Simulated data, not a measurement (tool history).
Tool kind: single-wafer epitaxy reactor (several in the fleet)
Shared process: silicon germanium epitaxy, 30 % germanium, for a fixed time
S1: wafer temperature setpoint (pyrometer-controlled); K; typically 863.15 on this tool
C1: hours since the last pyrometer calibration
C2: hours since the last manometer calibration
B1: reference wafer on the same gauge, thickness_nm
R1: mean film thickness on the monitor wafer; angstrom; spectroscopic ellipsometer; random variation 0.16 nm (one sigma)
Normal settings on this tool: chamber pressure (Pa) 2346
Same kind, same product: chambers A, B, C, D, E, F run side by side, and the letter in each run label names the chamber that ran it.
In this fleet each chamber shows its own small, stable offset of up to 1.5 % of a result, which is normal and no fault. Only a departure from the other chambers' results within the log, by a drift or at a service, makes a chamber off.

run 1C day=0.625 | S1=863.15 chamber_pressure_(Pa)=2346 | C1=133.1 C2=1127.6 | B1=43.049 | R1=468.16
run 2A day=1.154 | S1=863.15 chamber_pressure_(Pa)=2346 | C1=532.9 C2=33.5 | B1=43.092 | R1=466.17
run 3B day=1.65 | S1=863.15 chamber_pressure_(Pa)=2346 | C1=2369.7 C2=192.4 | B1=43.077 | R1=467.7
run 4D day=2.258 | S1=863.15 chamber_pressure_(Pa)=2346 | C1=991.1 C2=345.7 | B1=43.094 | R1=460.76
run 5E day=2.725 | S1=871.15 chamber_pressure_(Pa)=2346 | C1=1923.9 C2=478.5 | B1=43.073 | R1=538.16
run 6F day=3.225 | S1=871.15 chamber_pressure_(Pa)=2346 | C1=1229.9 C2=2361.3 | B1=43.102 | R1=540.42
run 7C day=3.621 | S1=871.15 chamber_pressure_(Pa)=2346 | C1=205 C2=1199.5 | B1=43.107 | R1=538.78
run 8F day=4.05 | S1=871.15 chamber_pressure_(Pa)=2346 | C1=1249.7 C2=2381.1 | B1=43.123 | R1=545.84
run 9B day=4.617 | S1=871.15 chamber_pressure_(Pa)=2346 | C1=2440.9 C2=263.6 | B1=43.082 | R1=542.28
run 10D day=5.017 | S1=871.15 chamber_pressure_(Pa)=2346 | C1=1057.3 C2=411.9 | B1=43.095 | R1=533.09
run 11A day=5.508 | S1=863.15 chamber_pressure_(Pa)=2346 | C1=637.4 C2=138 | B1=43.117 | R1=465.2
run 12E day=5.846 | S1=863.15 chamber_pressure_(Pa)=1973 | C1=1998.8 C2=553.4 | B1=43.093 | R1=438.34
run 13A day=6.15 | S1=863.15 chamber_pressure_(Pa)=1973 | C1=652.8 C2=153.4 | B1=43.122 | R1=435.87
run 14C day=6.467 | S1=863.15 chamber_pressure_(Pa)=1973 | C1=273.3 C2=1267.8 | B1=43.109 | R1=434.49
run 15D day=6.921 | S1=863.15 chamber_pressure_(Pa)=1973 | C1=1103 C2=457.6 | B1=43.112 | R1=430.79
run 16E day=7.325 | S1=863.15 chamber_pressure_(Pa)=1973 | C1=2034.3 C2=588.9 | B1=43.107 | R1=439.47
run 17F day=7.633 | S1=863.15 chamber_pressure_(Pa)=1973 | C1=1335.7 C2=2467.1 | B1=43.074 | R1=437.3
run 18B day=8.175 | S1=863.15 chamber_pressure_(Pa)=2346 | C1=2526.3 C2=349 | B1=43.096 | R1=466.47
run 19B day=8.562 | S1=863.15 chamber_pressure_(Pa)=2346 | C1=2535.6 C2=358.3 | B1=43.096 | R1=467.42
run 20E day=8.904 | S1=863.15 chamber_pressure_(Pa)=2346 | C1=2072.2 C2=626.8 | B1=43.096 | R1=472.57
run 21D day=9.217 | S1=863.15 chamber_pressure_(Pa)=2346 | C1=1158.1 C2=512.7 | B1=43.136 | R1=463.4
run 22A day=9.733 | S1=863.15 chamber_pressure_(Pa)=2346 | C1=738.8 C2=239.4 | B1=43.118 | R1=466.51
run 23F day=10.375 | S1=863.15 chamber_pressure_(Pa)=2346 | C1=1401.5 C2=2532.9 | B1=43.115 | R1=465.24
run 24C day=10.988 | S1=863.15 chamber_pressure_(Pa)=2346 | C1=381.8 C2=1376.3 | B1=43.137 | R1=464.78
run 25E day=11.475 | S1=863.15 chamber_pressure_(Pa)=2346 | C1=2133.9 C2=688.5 | B1=43.07 | R1=475.73
run 26D day=11.854 | S1=863.15 chamber_pressure_(Pa)=2346 | C1=1221.4 C2=576 | B1=43.125 | R1=462.45
-- day=12.233 chamber F: pyrometer calibrated
run 27A day=12.454 | S1=863.15 chamber_pressure_(Pa)=2346 | C1=804.1 C2=304.7 | B1=43.104 | R1=468.22
run 28F day=12.796 | S1=863.15 chamber_pressure_(Pa)=2346 | C1=13.6 C2=2591 | B1=43.119 | R1=467.16
run 29C day=13.121 | S1=863.15 chamber_pressure_(Pa)=2346 | C1=433 C2=1427.5 | B1=43.111 | R1=466.55
run 30B day=13.458 | S1=863.15 chamber_pressure_(Pa)=1853 | C1=2653.1 C2=475.8 | B1=43.083 | R1=425.74
run 31F day=13.917 | S1=863.15 chamber_pressure_(Pa)=1853 | C1=40.5 C2=2617.9 | B1=43.143 | R1=424.37
run 32B day=14.233 | S1=863.15 chamber_pressure_(Pa)=1853 | C1=2671.7 C2=494.4 | B1=43.077 | R1=423.65
run 33C day=14.742 | S1=863.15 chamber_pressure_(Pa)=1853 | C1=471.9 C2=1466.4 | B1=43.113 | R1=422.63
-- day=14.95 chamber B: pyrometer calibrated
run 34E day=15.35 | S1=863.15 chamber_pressure_(Pa)=1853 | C1=2226.9 C2=781.5 | B1=43.134 | R1=437.18
run 35A day=15.896 | S1=863.15 chamber_pressure_(Pa)=1853 | C1=886.7 C2=387.3 | B1=43.103 | R1=422.64
run 36D day=16.233 | S1=863.15 chamber_pressure_(Pa)=2346 | C1=1326.5 C2=681.1 | B1=43.066 | R1=460.32
run 37B day=16.858 | S1=863.15 chamber_pressure_(Pa)=2346 | C1=45.9 C2=557.4 | B1=43.119 | R1=465.34
run 38A day=17.529 | S1=872.15 chamber_pressure_(Pa)=2346 | C1=925.9 C2=426.5 | B1=43.125 | R1=551.55
run 39C day=17.825 | S1=872.15 chamber_pressure_(Pa)=2346 | C1=545.9 C2=1540.4 | B1=43.098 | R1=550.8
run 40F day=18.475 | S1=872.15 chamber_pressure_(Pa)=2346 | C1=149.9 C2=2727.3 | B1=43.112 | R1=551.48
run 41D day=18.888 | S1=872.15 chamber_pressure_(Pa)=2346 | C1=1390.2 C2=744.8 | B1=43.114 | R1=543.7

Predict what each chamber gives when all 6 of them run the settings below next.
run 42A day=19.375 | S1=863.15 chamber_pressure_(Pa)=1960 | R1=?
run 42B day=19.375 | S1=863.15 chamber_pressure_(Pa)=1960 | R1=?
run 42C day=19.375 | S1=863.15 chamber_pressure_(Pa)=1960 | R1=?
run 42D day=19.375 | S1=863.15 chamber_pressure_(Pa)=1960 | R1=?
run 42E day=19.375 | S1=863.15 chamber_pressure_(Pa)=1960 | R1=?
run 42F day=19.375 | S1=863.15 chamber_pressure_(Pa)=1960 | R1=?

run=42A R1=434.55
run=42B R1=433.94
run=42C R1=436.41
run=42D R1=430.44
run=42E R1=452.37
run=42F R1=434.6
